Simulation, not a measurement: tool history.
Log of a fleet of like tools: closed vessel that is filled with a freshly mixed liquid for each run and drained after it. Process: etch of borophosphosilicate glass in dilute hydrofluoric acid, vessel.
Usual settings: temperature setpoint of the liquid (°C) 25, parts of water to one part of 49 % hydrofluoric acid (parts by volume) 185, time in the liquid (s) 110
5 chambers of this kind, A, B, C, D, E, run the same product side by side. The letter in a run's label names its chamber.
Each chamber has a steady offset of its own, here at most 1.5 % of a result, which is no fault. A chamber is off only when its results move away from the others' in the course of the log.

run,day,temperature setpoint of the liquid (°C),parts of water to one part of 49 % hydrofluoric acid (parts by volume),time in the liquid (s),hours since the thermometer was replaced,hours since the hydrofluoric acid flow meter was replaced,"read-back film thickness of the borophosphosilicate glass reference wafer, read on the same gauge (nm)",thickness taken off the borophosphosilicate glass on a monitor wafer (Å)
1D,0.546,25,185,110,78.7,273.2,70.036,316.07
2A,0.979,25,185,110,202.8,1095.5,70.042,323.61
3C,1.283,25,185,110,607.9,957.7,69.982,325.38
4E,1.604,25,185,110,1238.7,866.6,69.960,319.62
5B,2.071,25,185,110,1604.3,922.2,69.998,319.92
6B,2.517,25,185,110,1615.0,932.9,70.007,323.06
7D,2.900,25,185,110,135.2,329.7,70.026,319.47
8A,3.321,25,185,110,259.0,1151.7,69.983,321.12
9E,3.788,25,185,110,1291.1,919.0,69.990,319.79
10C,4.121,25,185,110,676.0,1025.8,69.956,323.15
11A,4.496,25,185,110,287.2,1179.9,69.991,321.99
12C,5.050,25,185,110,698.3,1048.1,70.018,326.68
13D,5.304,22,275,110,192.9,387.4,69.966,176.98
14E,5.721,22,275,110,1337.5,965.4,70.030,174.45
15B,6.067,22,275,110,1700.2,1018.1,69.970,176.89
16A,6.542,22,275,110,336.3,1229.0,70.029,176.54
17C,6.792,22,275,110,740.1,1089.9,70.019,179.45
18E,7.104,25,185,110,1370.7,998.6,69.952,318.92
19D,7.346,25,185,110,241.9,436.4,69.980,318.08
20B,7.696,25,185,110,1739.3,1057.2,70.013,326.37
21E,8.108,25,185,110,1394.8,1022.7,69.983,319.50
22C,8.596,25,185,110,783.4,1133.2,69.952,323.77
23D,8.871,25,185,110,278.5,473.0,69.997,315.95
24B,9.358,25,185,110,1779.2,1097.1,69.948,327.03
25A,9.746,25,185,130,413.2,1305.9,69.992,379.70
# day 10.062: chamber E: hydrofluoric acid flow meter replaced
26D,10.125,25,185,130,308.6,503.1,70.011,376.91
27C,10.429,25,185,130,827.4,1177.2,70.021,384.28
28B,10.842,25,185,130,1814.8,1132.7,70.026,386.67
29E,11.092,25,185,130,1466.4,24.7,69.948,381.51
30A,11.562,25,185,110,456.8,1349.5,70.009,321.56
31C,12.071,25,185,110,866.8,1216.6,69.990,323.92
32D,12.596,25,185,110,367.9,562.4,70.020,318.12
33A,12.900,28,185,165,488.9,1381.6,69.989,535.67
34E,13.229,28,185,165,1517.7,76.0,70.019,534.89
35B,13.567,28,185,165,1880.2,1198.1,69.924,554.76
36A,13.833,28,185,165,511.3,1404.0,70.011,538.30

What goes on in this fleet: one chamber off, a drifting gauge, or nothing beyond the chambers' own small offsets? Name the chamber and the cause, if any.

Chamber B drifts away from the others.
Cause: hydrofluoric acid flow above the setpoint (%) = 2.81.
The log may not tell that from: liquid hotter than its thermometer reads (K).

Here are 4 candidates for chamber B's next run, each the usual settings with a change, their results left as question marks. Which one brings its results back in line with what the others give on the usual settings?
In line means no further than this from the other chambers' mean on the usual settings: thickness taken off the borophosphosilicate glass on a monitor wafer (Å) 5.40
37B-1,14.242,25,190,110,,,,?
37B-2,14.242,25,175,110,,,,?
37B-3,14.242,25,180,110,,,,?
37B-4,14.242,25,195,110,,,,?

The other chambers' mean on the usual settings: thickness taken off the borophosphosilicate glass on a monitor wafer (Å) 321.29
run,thickness taken off the borophosphosilicate glass on a monitor wafer (Å)
37B-1,322.64
37B-2,356.66
37B-3,344.65
37B-4,312.51
37B-1 brings the chamber back in line.

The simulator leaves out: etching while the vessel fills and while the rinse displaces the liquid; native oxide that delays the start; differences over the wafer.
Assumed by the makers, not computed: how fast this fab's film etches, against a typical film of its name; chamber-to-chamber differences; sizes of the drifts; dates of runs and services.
